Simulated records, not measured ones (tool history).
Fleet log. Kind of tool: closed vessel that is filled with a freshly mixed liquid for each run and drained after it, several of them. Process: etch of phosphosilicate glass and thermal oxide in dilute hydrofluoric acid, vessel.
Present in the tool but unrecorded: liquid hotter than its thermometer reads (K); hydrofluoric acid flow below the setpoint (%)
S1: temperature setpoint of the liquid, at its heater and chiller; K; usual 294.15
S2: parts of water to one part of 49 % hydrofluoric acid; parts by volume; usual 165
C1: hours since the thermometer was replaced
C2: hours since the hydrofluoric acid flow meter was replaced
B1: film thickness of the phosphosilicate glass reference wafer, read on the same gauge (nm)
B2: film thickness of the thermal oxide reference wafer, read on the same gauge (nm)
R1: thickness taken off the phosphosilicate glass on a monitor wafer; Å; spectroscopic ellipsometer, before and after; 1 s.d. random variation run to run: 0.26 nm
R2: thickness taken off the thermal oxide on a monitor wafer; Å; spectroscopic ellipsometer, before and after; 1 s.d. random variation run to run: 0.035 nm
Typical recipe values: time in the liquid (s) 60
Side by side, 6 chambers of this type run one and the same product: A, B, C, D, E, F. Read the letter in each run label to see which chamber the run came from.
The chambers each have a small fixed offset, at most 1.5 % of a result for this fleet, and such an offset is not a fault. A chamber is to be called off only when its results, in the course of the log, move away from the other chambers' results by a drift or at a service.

run 1F hour=11.9 | S1=294.15 S2=165 time_in_the_liquid_(s)=60 | C1=919.4 C2=277.2 | B1=90.032 B2=69.970 | R1=603.28 R2=13.1300
run 2B hour=23.2 | S1=294.15 S2=165 time_in_the_liquid_(s)=60 | C1=465.4 C2=720.6 | B1=89.973 B2=70.019 | R1=606.83 R2=13.0960
run 3D hour=28.7 | S1=294.15 S2=165 time_in_the_liquid_(s)=60 | C1=623.9 C2=1240.3 | B1=89.987 B2=70.008 | R1=605.87 R2=13.4320
run 4E hour=39.0 | S1=294.15 S2=165 time_in_the_liquid_(s)=60 | C1=1174.0 C2=956.4 | B1=89.996 B2=70.030 | R1=596.60 R2=13.7680
run 5C hour=51.6 | S1=294.15 S2=165 time_in_the_liquid_(s)=60 | C1=212.2 C2=114.8 | B1=89.999 B2=69.988 | R1=601.58 R2=13.8140
run 6A hour=57.2 | S1=294.15 S2=165 time_in_the_liquid_(s)=60 | C1=286.1 C2=918.1 | B1=89.991 B2=69.979 | R1=594.63 R2=13.7160
run 7A hour=66.3 | S1=294.15 S2=135 time_in_the_liquid_(s)=60 | C1=295.2 C2=927.2 | B1=89.935 B2=70.033 | R1=756.69 R2=16.6910
run 8F hour=74.1 | S1=294.15 S2=135 time_in_the_liquid_(s)=60 | C1=981.6 C2=339.4 | B1=90.018 B2=69.961 | R1=769.06 R2=16.8430
run 9C hour=83.6 | S1=294.15 S2=135 time_in_the_liquid_(s)=60 | C1=244.2 C2=146.8 | B1=90.009 B2=69.979 | R1=751.90 R2=17.7040
run 10B hour=95.3 | S1=294.15 S2=135 time_in_the_liquid_(s)=60 | C1=537.5 C2=792.7 | B1=90.011 B2=69.996 | R1=762.89 R2=16.8170
run 11E hour=101.4 | S1=294.15 S2=135 time_in_the_liquid_(s)=60 | C1=1236.4 C2=1018.8 | B1=90.007 B2=69.960 | R1=747.30 R2=16.7790
run 12D hour=107.4 | S1=294.15 S2=135 time_in_the_liquid_(s)=60 | C1=702.6 C2=1319.0 | B1=89.978 B2=70.017 | R1=766.29 R2=17.7150
run 13C hour=117.4 | S1=298.65 S2=165 time_in_the_liquid_(s)=35 | C1=278.0 C2=180.6 | B1=89.980 B2=70.014 | R1=415.48 R2=9.5544
run 14B hour=127.1 | S1=298.65 S2=165 time_in_the_liquid_(s)=35 | C1=569.3 C2=824.5 | B1=90.029 B2=70.020 | R1=418.81 R2=9.3547
run 15D hour=134.0 | S1=298.65 S2=165 time_in_the_liquid_(s)=35 | C1=729.2 C2=1345.6 | B1=89.965 B2=70.040 | R1=420.29 R2=9.5044
run 16F hour=146.8 | S1=298.65 S2=165 time_in_the_liquid_(s)=35 | C1=1054.3 C2=412.1 | B1=89.992 B2=69.987 | R1=416.78 R2=9.2694
run 17E hour=156.9 | S1=298.65 S2=165 time_in_the_liquid_(s)=35 | C1=1291.9 C2=1074.3 | B1=89.999 B2=70.045 | R1=412.32 R2=9.8470
run 18A hour=164.1 | S1=298.65 S2=165 time_in_the_liquid_(s)=35 | C1=393.0 C2=1025.0 | B1=90.009 B2=70.032 | R1=413.33 R2=9.2104
run 19B hour=171.0 | S1=294.15 S2=165 time_in_the_liquid_(s)=75 | C1=613.2 C2=868.4 | B1=89.982 B2=70.011 | R1=756.85 R2=16.5940
run 20A hour=181.9 | S1=294.15 S2=165 time_in_the_liquid_(s)=75 | C1=410.8 C2=1042.8 | B1=89.990 B2=70.021 | R1=741.56 R2=16.8210
run 21D hour=187.6 | S1=294.15 S2=165 time_in_the_liquid_(s)=75 | C1=782.8 C2=1399.2 | B1=89.986 B2=70.014 | R1=754.31 R2=17.1750
run 22E hour=193.4 | S1=294.15 S2=165 time_in_the_liquid_(s)=75 | C1=1328.4 C2=1110.8 | B1=89.998 B2=69.954 | R1=739.31 R2=17.8050
-- hour=201.0 chamber A: hydrofluoric acid flow meter replaced
run 23F hour=205.3 | S1=294.15 S2=165 time_in_the_liquid_(s)=75 | C1=1112.8 C2=470.6 | B1=90.001 B2=70.007 | R1=755.52 R2=16.9830
run 24C hour=217.2 | S1=294.15 S2=165 time_in_the_liquid_(s)=75 | C1=377.8 C2=280.4 | B1=89.987 B2=70.020 | R1=750.01 R2=16.6140
run 25B hour=223.1 | S1=294.15 S2=165 time_in_the_liquid_(s)=60 | C1=665.3 C2=920.5 | B1=90.021 B2=69.998 | R1=602.50 R2=13.0320
run 26A hour=231.7 | S1=294.15 S2=165 time_in_the_liquid_(s)=60 | C1=460.6 C2=30.7 | B1=89.978 B2=70.007 | R1=589.68 R2=13.2290
run 27D hour=241.3 | S1=294.15 S2=165 time_in_the_liquid_(s)=45 | C1=836.5 C2=1452.9 | B1=90.037 B2=70.007 | R1=453.99 R2=10.1220
run 28C hour=250.7 | S1=294.15 S2=165 time_in_the_liquid_(s)=45 | C1=411.3 C2=313.9 | B1=89.996 B2=69.993 | R1=449.70 R2=10.2070
run 29E hour=256.5 | S1=294.15 S2=165 time_in_the_liquid_(s)=45 | C1=1391.5 C2=1173.9 | B1=89.991 B2=69.981 | R1=444.43 R2=10.0480
run 30F hour=265.6 | S1=294.15 S2=165 time_in_the_liquid_(s)=45 | C1=1173.1 C2=530.9 | B1=90.002 B2=70.038 | R1=456.54 R2=10.2330
run 31B hour=274.6 | S1=294.15 S2=165 time_in_the_liquid_(s)=45 | C1=716.8 C2=972.0 | B1=89.982 B2=70.042 | R1=450.69 R2=10.0470
run 32D hour=280.3 | S1=294.15 S2=165 time_in_the_liquid_(s)=45 | C1=875.5 C2=1491.9 | B1=89.986 B2=69.937 | R1=451.67 R2=9.7924
run 33F hour=286.3 | S1=294.15 S2=165 time_in_the_liquid_(s)=60 | C1=1193.8 C2=551.6 | B1=89.986 B2=69.989 | R1=602.63 R2=13.3460
run 34E hour=298.8 | S1=294.15 S2=165 time_in_the_liquid_(s)=60 | C1=1433.8 C2=1216.2 | B1=89.994 B2=69.983 | R1=591.03 R2=13.4390
run 35A hour=306.2 | S1=294.15 S2=165 time_in_the_liquid_(s)=60 | C1=535.1 C2=105.2 | B1=90.058 B2=70.009 | R1=595.73 R2=13.6690
run 36C hour=312.7 | S1=294.15 S2=165 time_in_the_liquid_(s)=60 | C1=473.3 C2=375.9 | B1=90.018 B2=69.983 | R1=600.47 R2=13.4420
run 37D hour=323.4 | S1=294.15 S2=165 time_in_the_liquid_(s)=60 | C1=918.6 C2=1535.0 | B1=90.026 B2=69.985 | R1=603.02 R2=13.8690
run 38C hour=335.1 | S1=299.15 S2=165 time_in_the_liquid_(s)=50 | C1=495.7 C2=398.3 | B1=89.992 B2=69.968 | R1=604.31 R2=14.1820
run 39E hour=346.7 | S1=299.15 S2=165 time_in_the_liquid_(s)=50 | C1=1481.7 C2=1264.1 | B1=90.019 B2=70.031 | R1=601.86 R2=14.1320
run 40A hour=357.7 | S1=299.15 S2=165 time_in_the_liquid_(s)=50 | C1=586.6 C2=156.7 | B1=89.993 B2=70.002 | R1=596.02 R2=13.7090
run 41B hour=368.8 | S1=299.15 S2=165 time_in_the_liquid_(s)=50 | C1=811.0 C2=1066.2 | B1=89.991 B2=69.995 | R1=605.51 R2=13.2550
-- hour=371.4 chamber B: hydrofluoric acid flow meter replaced
run 42F hour=375.7 | S1=299.15 S2=165 time_in_the_liquid_(s)=50 | C1=1283.2 C2=641.0 | B1=89.981 B2=69.994 | R1=611.60 R2=13.9150
run 43E hour=382.2 | S1=299.15 S2=165 time_in_the_liquid_(s)=50 | C1=1517.2 C2=1299.6 | B1=90.037 B2=70.037 | R1=598.15 R2=13.9500
run 44B hour=393.6 | S1=291.65 S2=165 time_in_the_liquid_(s)=60 | C1=835.8 C2=22.2 | B1=89.978 B2=70.021 | R1=544.15 R2=11.9370

All chambers now run identical settings, listed one chamber a line with results as question marks. What results will each chamber show?
run 45A hour=402.7 | S1=294.15 S2=95 time_in_the_liquid_(s)=60 | R1=? R2=?
run 45B hour=402.7 | S1=294.15 S2=95 time_in_the_liquid_(s)=60 | R1=? R2=?
run 45C hour=402.7 | S1=294.15 S2=95 time_in_the_liquid_(s)=60 | R1=? R2=?
run 45D hour=402.7 | S1=294.15 S2=95 time_in_the_liquid_(s)=60 | R1=? R2=?
run 45E hour=402.7 | S1=294.15 S2=95 time_in_the_liquid_(s)=60 | R1=? R2=?
run 45F hour=402.7 | S1=294.15 S2=95 time_in_the_liquid_(s)=60 | R1=? R2=?

run=45A R1=1132.10 R2=27.0930
run=45B R1=1138.50 R2=25.9050
run=45C R1=1115.50 R2=25.1530
run=45D R1=1135.60 R2=24.4120
run=45E R1=1119.90 R2=23.9530
run=45F R1=1140.10 R2=25.5930

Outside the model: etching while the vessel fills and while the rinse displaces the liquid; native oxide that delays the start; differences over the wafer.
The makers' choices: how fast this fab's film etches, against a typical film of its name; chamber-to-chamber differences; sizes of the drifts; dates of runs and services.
